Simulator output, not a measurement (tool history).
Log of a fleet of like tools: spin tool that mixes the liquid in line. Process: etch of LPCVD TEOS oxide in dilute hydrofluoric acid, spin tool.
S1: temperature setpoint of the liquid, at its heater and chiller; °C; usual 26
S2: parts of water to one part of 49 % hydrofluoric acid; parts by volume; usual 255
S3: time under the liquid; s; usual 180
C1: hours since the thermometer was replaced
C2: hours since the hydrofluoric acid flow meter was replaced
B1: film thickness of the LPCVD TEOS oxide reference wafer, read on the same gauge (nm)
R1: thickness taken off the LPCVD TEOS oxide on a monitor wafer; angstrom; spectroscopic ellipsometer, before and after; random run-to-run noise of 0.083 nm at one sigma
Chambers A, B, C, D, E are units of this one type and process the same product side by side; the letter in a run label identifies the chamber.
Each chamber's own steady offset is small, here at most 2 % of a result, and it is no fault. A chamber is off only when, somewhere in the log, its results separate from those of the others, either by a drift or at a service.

{"run": "1B", "hour": 9.2, "S1": 26, "S2": 255, "S3": 180, "C1": 831.8, "C2": 463.2, "B1": 130.01, "R1": 106.6}
{"run": "2A", "hour": 15.3, "S1": 26, "S2": 255, "S3": 180, "C1": 558.7, "C2": 133.8, "B1": 130.02, "R1": 107.05}
{"run": "3C", "hour": 20.7, "S1": 26, "S2": 255, "S3": 180, "C1": 516.5, "C2": 861.2, "B1": 130.01, "R1": 107.93}
{"hour": 27.8, "done": "chamber A: thermometer replaced"}
{"run": "4D", "hour": 28.0, "S1": 26, "S2": 255, "S3": 180, "C1": 2570.4, "C2": 634.6, "B1": 129.99, "R1": 107.24}
{"run": "5E", "hour": 36.5, "S1": 26, "S2": 255, "S3": 180, "C1": 254.6, "C2": 858.6, "B1": 130.01, "R1": 106.64}
{"run": "6E", "hour": 44.9, "S1": 26, "S2": 255, "S3": 180, "C1": 263.0, "C2": 867.0, "B1": 129.99, "R1": 108.46}
{"hour": 52.6, "done": "chamber D: thermometer replaced"}
{"run": "7B", "hour": 54.2, "S1": 26, "S2": 255, "S3": 180, "C1": 876.8, "C2": 508.2, "B1": 130.01, "R1": 106.22}
{"run": "8A", "hour": 60.8, "S1": 26, "S2": 255, "S3": 180, "C1": 33.1, "C2": 179.3, "B1": 130.01, "R1": 106.73}
{"run": "9C", "hour": 68.1, "S1": 26, "S2": 255, "S3": 180, "C1": 563.9, "C2": 908.6, "B1": 129.98, "R1": 109.38}
{"run": "10D", "hour": 76.8, "S1": 26, "S2": 255, "S3": 180, "C1": 24.2, "C2": 683.4, "B1": 130.01, "R1": 108.87}
{"run": "11D", "hour": 82.3, "S1": 26, "S2": 255, "S3": 180, "C1": 29.7, "C2": 688.9, "B1": 130.03, "R1": 108.08}
{"hour": 82.8, "done": "chamber B: hydrofluoric acid flow meter replaced"}
{"run": "12C", "hour": 86.7, "S1": 26, "S2": 255, "S3": 180, "C1": 582.5, "C2": 927.2, "B1": 129.99, "R1": 108.54}
{"run": "13B", "hour": 92.1, "S1": 26, "S2": 255, "S3": 180, "C1": 914.7, "C2": 9.4, "B1": 129.96, "R1": 104.84}
{"run": "14E", "hour": 98.8, "S1": 26, "S2": 255, "S3": 180, "C1": 316.9, "C2": 920.9, "B1": 130.04, "R1": 107.34}
{"run": "15A", "hour": 104.3, "S1": 26, "S2": 255, "S3": 180, "C1": 76.6, "C2": 222.8, "B1": 130.02, "R1": 108.09}
{"run": "16C", "hour": 108.7, "S1": 26, "S2": 255, "S3": 180, "C1": 604.5, "C2": 949.2, "B1": 130.0, "R1": 107.71}
{"run": "17E", "hour": 114.1, "S1": 26, "S2": 255, "S3": 180, "C1": 332.2, "C2": 936.2, "B1": 129.99, "R1": 108.05}
{"run": "18B", "hour": 118.7, "S1": 26, "S2": 130, "S3": 130, "C1": 941.3, "C2": 36.0, "B1": 130.0, "R1": 171.52}
{"run": "19A", "hour": 124.8, "S1": 26, "S2": 130, "S3": 130, "C1": 97.1, "C2": 243.3, "B1": 130.0, "R1": 177.0}
{"run": "20D", "hour": 130.3, "S1": 26, "S2": 130, "S3": 130, "C1": 77.7, "C2": 736.9, "B1": 130.01, "R1": 173.37}
{"run": "21C", "hour": 134.7, "S1": 26, "S2": 130, "S3": 130, "C1": 630.5, "C2": 975.2, "B1": 130.0, "R1": 177.6}
{"run": "22D", "hour": 141.6, "S1": 26, "S2": 130, "S3": 130, "C1": 89.0, "C2": 748.2, "B1": 130.02, "R1": 172.25}
{"hour": 147.3, "done": "chamber B: thermometer replaced"}
{"run": "23B", "hour": 147.5, "S1": 26, "S2": 255, "S3": 180, "C1": 0.2, "C2": 64.8, "B1": 130.02, "R1": 105.91}
{"run": "24A", "hour": 154.9, "S1": 26, "S2": 255, "S3": 180, "C1": 127.2, "C2": 273.4, "B1": 130.02, "R1": 109.24}
{"run": "25E", "hour": 162.9, "S1": 26, "S2": 255, "S3": 180, "C1": 381.0, "C2": 985.0, "B1": 129.97, "R1": 108.28}
{"run": "26B", "hour": 168.1, "S1": 26, "S2": 255, "S3": 180, "C1": 20.8, "C2": 85.4, "B1": 130.03, "R1": 105.77}
{"run": "27C", "hour": 172.6, "S1": 26, "S2": 255, "S3": 180, "C1": 668.4, "C2": 1013.1, "B1": 130.01, "R1": 108.76}
{"run": "28A", "hour": 177.0, "S1": 26, "S2": 255, "S3": 180, "C1": 149.3, "C2": 295.5, "B1": 130.01, "R1": 108.15}
{"run": "29D", "hour": 185.1, "S1": 26, "S2": 255, "S3": 180, "C1": 132.5, "C2": 791.7, "B1": 130.02, "R1": 105.81}
{"run": "30E", "hour": 193.9, "S1": 26, "S2": 255, "S3": 180, "C1": 412.0, "C2": 1016.0, "B1": 130.0, "R1": 106.79}
{"run": "31E", "hour": 200.8, "S1": 26, "S2": 255, "S3": 180, "C1": 418.9, "C2": 1022.9, "B1": 130.01, "R1": 108.03}
{"run": "32A", "hour": 209.3, "S1": 26, "S2": 255, "S3": 180, "C1": 181.6, "C2": 327.8, "B1": 130.04, "R1": 108.25}
{"run": "33D", "hour": 215.1, "S1": 26, "S2": 255, "S3": 180, "C1": 162.5, "C2": 821.7, "B1": 130.02, "R1": 107.62}
{"run": "34B", "hour": 221.7, "S1": 26, "S2": 255, "S3": 180, "C1": 74.4, "C2": 139.0, "B1": 129.99, "R1": 105.33}
{"run": "35C", "hour": 227.5, "S1": 26, "S2": 255, "S3": 180, "C1": 723.3, "C2": 1068.0, "B1": 129.98, "R1": 108.8}
{"hour": 233.5, "done": "chamber A: hydrofluoric acid flow meter replaced"}
{"run": "36D", "hour": 235.5, "S1": 26, "S2": 255, "S3": 180, "C1": 182.9, "C2": 842.1, "B1": 129.99, "R1": 107.2}
{"run": "37C", "hour": 242.4, "S1": 26, "S2": 255, "S3": 180, "C1": 738.2, "C2": 1082.9, "B1": 129.98, "R1": 109.12}
{"run": "38B", "hour": 249.0, "S1": 26, "S2": 255, "S3": 180, "C1": 101.7, "C2": 166.3, "B1": 130.04, "R1": 105.96}
{"run": "39A", "hour": 254.3, "S1": 26, "S2": 255, "S3": 180, "C1": 226.6, "C2": 20.9, "B1": 130.01, "R1": 108.31}
{"run": "40E", "hour": 259.1, "S1": 26, "S2": 255, "S3": 180, "C1": 477.2, "C2": 1081.2, "B1": 130.0, "R1": 107.6}
{"run": "41C", "hour": 265.5, "S1": 26, "S2": 255, "S3": 180, "C1": 761.3, "C2": 1106.0, "B1": 130.0, "R1": 109.03}
{"run": "42A", "hour": 271.0, "S1": 26, "S2": 255, "S3": 180, "C1": 243.3, "C2": 37.6, "B1": 130.01, "R1": 109.29}

Each of the 5 chambers runs these same settings next. Fill in every chamber's results:
{"run": "43A", "hour": 277.8, "S1": 26, "S2": 255, "S3": 265, "R1": "?"}
{"run": "43B", "hour": 277.8, "S1": 26, "S2": 255, "S3": 265, "R1": "?"}
{"run": "43C", "hour": 277.8, "S1": 26, "S2": 255, "S3": 265, "R1": "?"}
{"run": "43D", "hour": 277.8, "S1": 26, "S2": 255, "S3": 265, "R1": "?"}
{"run": "43E", "hour": 277.8, "S1": 26, "S2": 255, "S3": 265, "R1": "?"}

run=43A R1=157.62
run=43B R1=156.64
run=43C R1=160.93
run=43D R1=157.86
run=43E R1=158.19

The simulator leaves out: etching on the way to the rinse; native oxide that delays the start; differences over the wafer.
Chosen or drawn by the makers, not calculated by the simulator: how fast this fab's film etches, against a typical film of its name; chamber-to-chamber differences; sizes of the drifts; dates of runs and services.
